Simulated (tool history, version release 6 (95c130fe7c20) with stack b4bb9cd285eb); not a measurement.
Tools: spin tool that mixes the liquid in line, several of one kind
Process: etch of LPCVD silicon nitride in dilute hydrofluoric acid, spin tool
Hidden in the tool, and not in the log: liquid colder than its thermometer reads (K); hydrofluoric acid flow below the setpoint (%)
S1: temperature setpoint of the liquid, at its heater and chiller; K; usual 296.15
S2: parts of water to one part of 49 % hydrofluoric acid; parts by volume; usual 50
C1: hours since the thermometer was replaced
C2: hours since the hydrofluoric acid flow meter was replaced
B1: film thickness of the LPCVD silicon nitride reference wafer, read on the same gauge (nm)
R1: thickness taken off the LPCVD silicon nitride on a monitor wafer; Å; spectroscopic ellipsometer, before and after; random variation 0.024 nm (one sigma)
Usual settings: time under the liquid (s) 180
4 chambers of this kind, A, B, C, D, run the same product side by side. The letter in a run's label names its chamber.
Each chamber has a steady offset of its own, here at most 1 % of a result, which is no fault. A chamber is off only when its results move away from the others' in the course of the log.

Run 1C, hour 6.5: usual settings; C1 1149.4; C2 310.2; B1 60.011. Result: R1 14.9740 Å.
Run 2A, hour 14.2: usual settings; C1 824.8; C2 236.3; B1 60.012. Result: R1 15.6950 Å.
Run 3D, hour 23.8: usual settings; C1 244.0; C2 621.1; B1 60.001. Result: R1 15.4030 Å.
Run 4B, hour 32.6: usual settings; C1 1218.3; C2 854.5; B1 59.994. Result: R1 15.6480 Å.
Run 5D, hour 37.0: usual settings; C1 257.2; C2 634.3; B1 60.011. Result: R1 15.1140 Å.
Run 6B, hour 44.0: usual settings; C1 1229.7; C2 865.9; B1 59.996. Result: R1 15.4700 Å.
Run 7C, hour 50.6: usual settings; C1 1193.5; C2 354.3; B1 59.997. Result: R1 15.0570 Å.
Run 8A, hour 58.1: usual settings; C1 868.7; C2 280.2; B1 59.999. Result: R1 15.2030 Å.
Run 9D, hour 65.8: usual settings; C1 286.0; C2 663.1; B1 60.012. Result: R1 15.5340 Å.
Run 10A, hour 71.8: usual settings; C1 882.4; C2 293.9; B1 60.015. Result: R1 14.9210 Å.
Run 11B, hour 76.4: usual settings; C1 1262.1; C2 898.3; B1 59.984. Result: R1 15.2150 Å.
Run 12C, hour 84.1: usual settings; C1 1227.0; C2 387.8; B1 60.008. Result: R1 15.1980 Å.
Run 13C, hour 91.0: usual settings; C1 1233.9; C2 394.7; B1 59.991. Result: R1 15.1220 Å.
Run 14B, hour 96.9: usual settings; C1 1282.6; C2 918.8; B1 60.000. Result: R1 15.3020 Å.
Run 15D, hour 105.5: usual settings; C1 325.7; C2 702.8; B1 60.012. Result: R1 15.8060 Å.
Run 16A, hour 110.6: usual settings; C1 921.2; C2 332.7; B1 60.004. Result: R1 14.4460 Å.
Run 17C, hour 118.2: usual settings; C1 1261.1; C2 421.9; B1 60.029. Result: R1 15.6500 Å.
Run 18A, hour 126.7: usual settings; C1 937.3; C2 348.8; B1 60.004. Result: R1 14.3880 Å.
Run 19B, hour 135.6: usual settings but S1 293.15 K, time under the liquid (s) 135; C1 1321.3; C2 957.5; B1 59.980. Result: R1 9.6954 Å.
Run 20D, hour 140.3: usual settings but S1 293.15 K, time under the liquid (s) 135; C1 360.5; C2 737.6; B1 60.011. Result: R1 9.5271 Å.
Run 21A, hour 148.0: usual settings but S1 293.15 K, time under the liquid (s) 135; C1 958.6; C2 370.1; B1 60.015. Result: R1 8.4415 Å.
Run 22B, hour 157.7: usual settings but S1 293.15 K, time under the liquid (s) 135; C1 1343.4; C2 979.6; B1 60.004. Result: R1 9.3839 Å.
Run 23D, hour 163.7: usual settings; C1 383.9; C2 761.0; B1 59.983. Result: R1 15.3920 Å.
Run 24C, hour 171.6: usual settings; C1 1314.5; C2 475.3; B1 59.990. Result: R1 15.1460 Å.
Run 25C, hour 179.9: usual settings; C1 1322.8; C2 483.6; B1 60.009. Result: R1 15.6340 Å.
Run 26A, hour 185.1: usual settings; C1 995.7; C2 407.2; B1 60.007. Result: R1 13.6000 Å.

Next, every chamber runs the same settings. What will each give?
Run 27A, hour 192.3: usual settings. Result: R1 ?.
Run 27B, hour 192.3: usual settings. Result: R1 ?.
Run 27C, hour 192.3: usual settings. Result: R1 ?.
Run 27D, hour 192.3: usual settings. Result: R1 ?.

run       R1
27A  13.5030
27B  15.1650
27C  15.3240
27D  15.4060
